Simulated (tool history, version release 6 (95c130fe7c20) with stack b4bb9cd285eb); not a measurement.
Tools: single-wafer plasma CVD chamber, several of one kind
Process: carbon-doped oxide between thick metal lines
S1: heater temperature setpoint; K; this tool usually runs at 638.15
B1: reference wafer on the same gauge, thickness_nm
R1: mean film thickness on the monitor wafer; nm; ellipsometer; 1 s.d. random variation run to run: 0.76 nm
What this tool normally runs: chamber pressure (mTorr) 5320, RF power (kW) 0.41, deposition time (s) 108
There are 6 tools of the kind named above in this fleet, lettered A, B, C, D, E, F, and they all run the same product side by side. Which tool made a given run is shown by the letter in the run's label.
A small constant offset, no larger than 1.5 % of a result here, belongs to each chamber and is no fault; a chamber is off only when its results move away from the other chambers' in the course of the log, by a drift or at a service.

Run 1F, hour 11.4: usual settings; B1 442.77. Result: R1 461.57 nm.
Run 2D, hour 18.9: usual settings; B1 442.74. Result: R1 460.47 nm.
Run 3C, hour 29.6: usual settings; B1 442.67. Result: R1 462.99 nm.
Run 4B, hour 36.3: usual settings; B1 442.6. Result: R1 468.19 nm.
Run 5E, hour 43: usual settings; B1 442.56. Result: R1 462.68 nm.
Run 6A, hour 52.3: usual settings but deposition time (s) 93; B1 442.59. Result: R1 394.39 nm.
Run 7A, hour 62.3: usual settings but deposition time (s) 93; B1 442.65. Result: R1 395.03 nm.
Run 8B, hour 75.9: usual settings but deposition time (s) 93; B1 442.33. Result: R1 402.7 nm.
Run 9C, hour 83.5: usual settings but deposition time (s) 93; B1 442.29. Result: R1 399.83 nm.
Run 10F, hour 92.4: usual settings but deposition time (s) 93; B1 442.21. Result: R1 397.3 nm.
At hour 98.9: chamber F: RF generator calibrated.
Run 11D, hour 100.9: usual settings but deposition time (s) 93; B1 442.02. Result: R1 397.25 nm.
Run 12E, hour 107.9: usual settings but RF power (kW) 0.455; B1 442.05. Result: R1 500.53 nm.
Run 13C, hour 114.2: usual settings but RF power (kW) 0.455; B1 441.94. Result: R1 500.32 nm.
Run 14D, hour 126.6: usual settings but RF power (kW) 0.455; B1 442. Result: R1 497.23 nm.
Run 15F, hour 133.6: usual settings but RF power (kW) 0.455; B1 441.92. Result: R1 497.37 nm.
Run 16A, hour 146.8: usual settings but RF power (kW) 0.455; B1 441.85. Result: R1 493.2 nm.
Run 17B, hour 153.5: usual settings but RF power (kW) 0.455; B1 441.46. Result: R1 505.49 nm.
Run 18E, hour 162.5: usual settings; B1 441.51. Result: R1 461.96 nm.
Run 19A, hour 175.2: usual settings; B1 441.57. Result: R1 456.31 nm.
Run 20C, hour 186.5: usual settings; B1 441.46. Result: R1 461.73 nm.
Run 21B, hour 196.2: usual settings; B1 441.35. Result: R1 465.94 nm.
Run 22E, hour 202.8: usual settings but deposition time (s) 118; B1 441.04. Result: R1 503.33 nm.
Run 23F, hour 210.4: usual settings but deposition time (s) 118; B1 441.28. Result: R1 503.74 nm.
Run 24D, hour 222.1: usual settings but deposition time (s) 118; B1 441.05. Result: R1 501.79 nm.
Run 25E, hour 234.4: usual settings but deposition time (s) 118; B1 440.92. Result: R1 503.83 nm.
Run 26D, hour 241.9: usual settings but deposition time (s) 118; B1 440.65. Result: R1 501.69 nm.
Run 27A, hour 253.5: usual settings but deposition time (s) 118; B1 440.78. Result: R1 497.47 nm.
Run 28F, hour 261.5: usual settings; B1 440.85. Result: R1 462.28 nm.
Run 29B, hour 271.7: usual settings; B1 440.66. Result: R1 466.14 nm.
Run 30C, hour 278.4: usual settings; B1 440.5. Result: R1 459.67 nm.
Run 31B, hour 287.5: usual settings; B1 440.56. Result: R1 465.94 nm.
Run 32F, hour 300.8: usual settings; B1 440.46. Result: R1 459.7 nm.
Run 33E, hour 309.4: usual settings; B1 440.28. Result: R1 460.13 nm.
Run 34D, hour 317.5: usual settings but S1 646.15 K, deposition time (s) 91; B1 440.21. Result: R1 380.09 nm.
Run 35C, hour 325.5: usual settings but S1 646.15 K, deposition time (s) 91; B1 440.24. Result: R1 381.78 nm.
Run 36A, hour 334: usual settings but S1 646.15 K, deposition time (s) 91; B1 440.13. Result: R1 377.74 nm.

Next, all 6 chambers run the settings below, one line each with question marks for the results. What does each chamber give?
Run 37A, hour 343.8: usual settings but RF power (kW) 0.485. Result: R1 ?.
Run 37B, hour 343.8: usual settings but RF power (kW) 0.485. Result: R1 ?.
Run 37C, hour 343.8: usual settings but RF power (kW) 0.485. Result: R1 ?.
Run 37D, hour 343.8: usual settings but RF power (kW) 0.485. Result: R1 ?.
Run 37E, hour 343.8: usual settings but RF power (kW) 0.485. Result: R1 ?.
Run 37F, hour 343.8: usual settings but RF power (kW) 0.485. Result: R1 ?.

run      R1
37A  510.67
37B  523.71
37C  516.65
37D  512.78
37E  518.99
37F  516.21
